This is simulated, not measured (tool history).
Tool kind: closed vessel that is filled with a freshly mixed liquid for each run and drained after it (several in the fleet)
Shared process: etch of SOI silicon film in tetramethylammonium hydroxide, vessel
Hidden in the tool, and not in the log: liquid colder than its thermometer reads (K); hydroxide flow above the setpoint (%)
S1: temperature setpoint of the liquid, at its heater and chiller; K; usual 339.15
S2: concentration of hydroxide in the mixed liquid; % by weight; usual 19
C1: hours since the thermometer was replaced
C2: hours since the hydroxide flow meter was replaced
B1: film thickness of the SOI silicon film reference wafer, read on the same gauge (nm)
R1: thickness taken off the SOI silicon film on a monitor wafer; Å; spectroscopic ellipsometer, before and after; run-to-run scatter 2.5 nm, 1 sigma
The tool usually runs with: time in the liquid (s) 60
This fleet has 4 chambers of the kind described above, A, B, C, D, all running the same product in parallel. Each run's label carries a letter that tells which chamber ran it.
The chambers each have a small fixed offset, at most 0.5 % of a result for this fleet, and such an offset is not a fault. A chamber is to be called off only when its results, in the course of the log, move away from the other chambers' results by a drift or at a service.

run 1B hour=5.4 | S1=339.15 S2=19 time_in_the_liquid_(s)=60 | C1=511.5 C2=549.3 | B1=80.005 | R1=2590.5
-- hour=13.1 chamber D: hydroxide flow meter replaced
run 2D hour=15.1 | S1=339.15 S2=19 time_in_the_liquid_(s)=60 | C1=1352.1 C2=2.1 | B1=79.983 | R1=2583.8
run 3A hour=22.9 | S1=339.15 S2=19 time_in_the_liquid_(s)=60 | C1=1088.7 C2=447.5 | B1=79.999 | R1=2571.7
run 4C hour=31.1 | S1=339.15 S2=19 time_in_the_liquid_(s)=60 | C1=1661.0 C2=1530.2 | B1=79.994 | R1=2530.7
run 5C hour=41.4 | S1=339.15 S2=19 time_in_the_liquid_(s)=60 | C1=1671.3 C2=1540.5 | B1=79.983 | R1=2542.2
run 6A hour=46.6 | S1=339.15 S2=19 time_in_the_liquid_(s)=60 | C1=1112.4 C2=471.2 | B1=79.996 | R1=2584.8
run 7D hour=51.5 | S1=339.15 S2=19 time_in_the_liquid_(s)=60 | C1=1388.5 C2=38.5 | B1=80.009 | R1=2589.8
run 8B hour=59.4 | S1=339.15 S2=19 time_in_the_liquid_(s)=90 | C1=565.5 C2=603.3 | B1=80.006 | R1=3911.2
run 9C hour=70.2 | S1=339.15 S2=19 time_in_the_liquid_(s)=90 | C1=1700.1 C2=1569.3 | B1=80.011 | R1=3883.5
run 10B hour=76.1 | S1=339.15 S2=19 time_in_the_liquid_(s)=90 | C1=582.2 C2=620.0 | B1=80.026 | R1=3854.4
run 11A hour=80.8 | S1=339.15 S2=19 time_in_the_liquid_(s)=90 | C1=1146.6 C2=505.4 | B1=79.989 | R1=3893.3
run 12D hour=87.9 | S1=339.15 S2=19 time_in_the_liquid_(s)=30 | C1=1424.9 C2=74.9 | B1=80.004 | R1=1307.2
run 13A hour=97.6 | S1=339.15 S2=19 time_in_the_liquid_(s)=30 | C1=1163.4 C2=522.2 | B1=80.003 | R1=1280.5
run 14C hour=104.7 | S1=339.15 S2=19 time_in_the_liquid_(s)=30 | C1=1734.6 C2=1603.8 | B1=80.017 | R1=1276.6
run 15B hour=112.6 | S1=339.15 S2=19 time_in_the_liquid_(s)=30 | C1=618.7 C2=656.5 | B1=80.011 | R1=1285.4
run 16D hour=121.3 | S1=339.15 S2=19 time_in_the_liquid_(s)=60 | C1=1458.3 C2=108.3 | B1=80.015 | R1=2584.6
run 17B hour=130.3 | S1=339.15 S2=19 time_in_the_liquid_(s)=60 | C1=636.4 C2=674.2 | B1=79.995 | R1=2571.7
run 18C hour=140.2 | S1=339.15 S2=19 time_in_the_liquid_(s)=60 | C1=1770.1 C2=1639.3 | B1=80.023 | R1=2568.1
run 19A hour=145.0 | S1=339.15 S2=19 time_in_the_liquid_(s)=60 | C1=1210.8 C2=569.6 | B1=79.997 | R1=2566.5
run 20D hour=152.3 | S1=339.15 S2=19 time_in_the_liquid_(s)=60 | C1=1489.3 C2=139.3 | B1=79.975 | R1=2598.6
run 21B hour=158.7 | S1=339.15 S2=19 time_in_the_liquid_(s)=60 | C1=664.8 C2=702.6 | B1=80.006 | R1=2581.9
run 22D hour=163.5 | S1=339.15 S2=19 time_in_the_liquid_(s)=60 | C1=1500.5 C2=150.5 | B1=80.018 | R1=2529.7
-- hour=168.4 chamber B: thermometer replaced
run 23C hour=169.0 | S1=339.15 S2=19 time_in_the_liquid_(s)=60 | C1=1798.9 C2=1668.1 | B1=80.020 | R1=2532.9
run 24A hour=179.0 | S1=339.15 S2=24 time_in_the_liquid_(s)=60 | C1=1244.8 C2=603.6 | B1=80.020 | R1=2155.8
run 25B hour=188.7 | S1=339.15 S2=24 time_in_the_liquid_(s)=60 | C1=20.4 C2=732.6 | B1=79.993 | R1=2166.5
run 26D hour=199.5 | S1=339.15 S2=24 time_in_the_liquid_(s)=60 | C1=1536.5 C2=186.5 | B1=80.005 | R1=2198.3
run 27C hour=205.0 | S1=339.15 S2=24 time_in_the_liquid_(s)=60 | C1=1834.9 C2=1704.1 | B1=80.008 | R1=2163.1
run 28A hour=215.2 | S1=339.15 S2=19 time_in_the_liquid_(s)=60 | C1=1281.0 C2=639.8 | B1=79.995 | R1=2550.4
-- hour=222.4 chamber C: hydroxide flow meter replaced
run 29B hour=226.1 | S1=339.15 S2=19 time_in_the_liquid_(s)=85 | C1=57.8 C2=770.0 | B1=79.981 | R1=3625.9
run 30C hour=237.1 | S1=339.15 S2=19 time_in_the_liquid_(s)=85 | C1=1867.0 C2=14.7 | B1=80.011 | R1=3719.4
run 31D hour=246.5 | S1=339.15 S2=19 time_in_the_liquid_(s)=85 | C1=1583.5 C2=233.5 | B1=80.018 | R1=3657.9

Read the log: is a single chamber off, either drifting away or since a service, is the gauge that measures every chamber drifting, or is nothing wrong beyond small per-chamber offsets? Name any odd chamber and what most likely caused it.

The fleet is healthy, with each chamber sitting at its usual small offset and no drift in the gauge.

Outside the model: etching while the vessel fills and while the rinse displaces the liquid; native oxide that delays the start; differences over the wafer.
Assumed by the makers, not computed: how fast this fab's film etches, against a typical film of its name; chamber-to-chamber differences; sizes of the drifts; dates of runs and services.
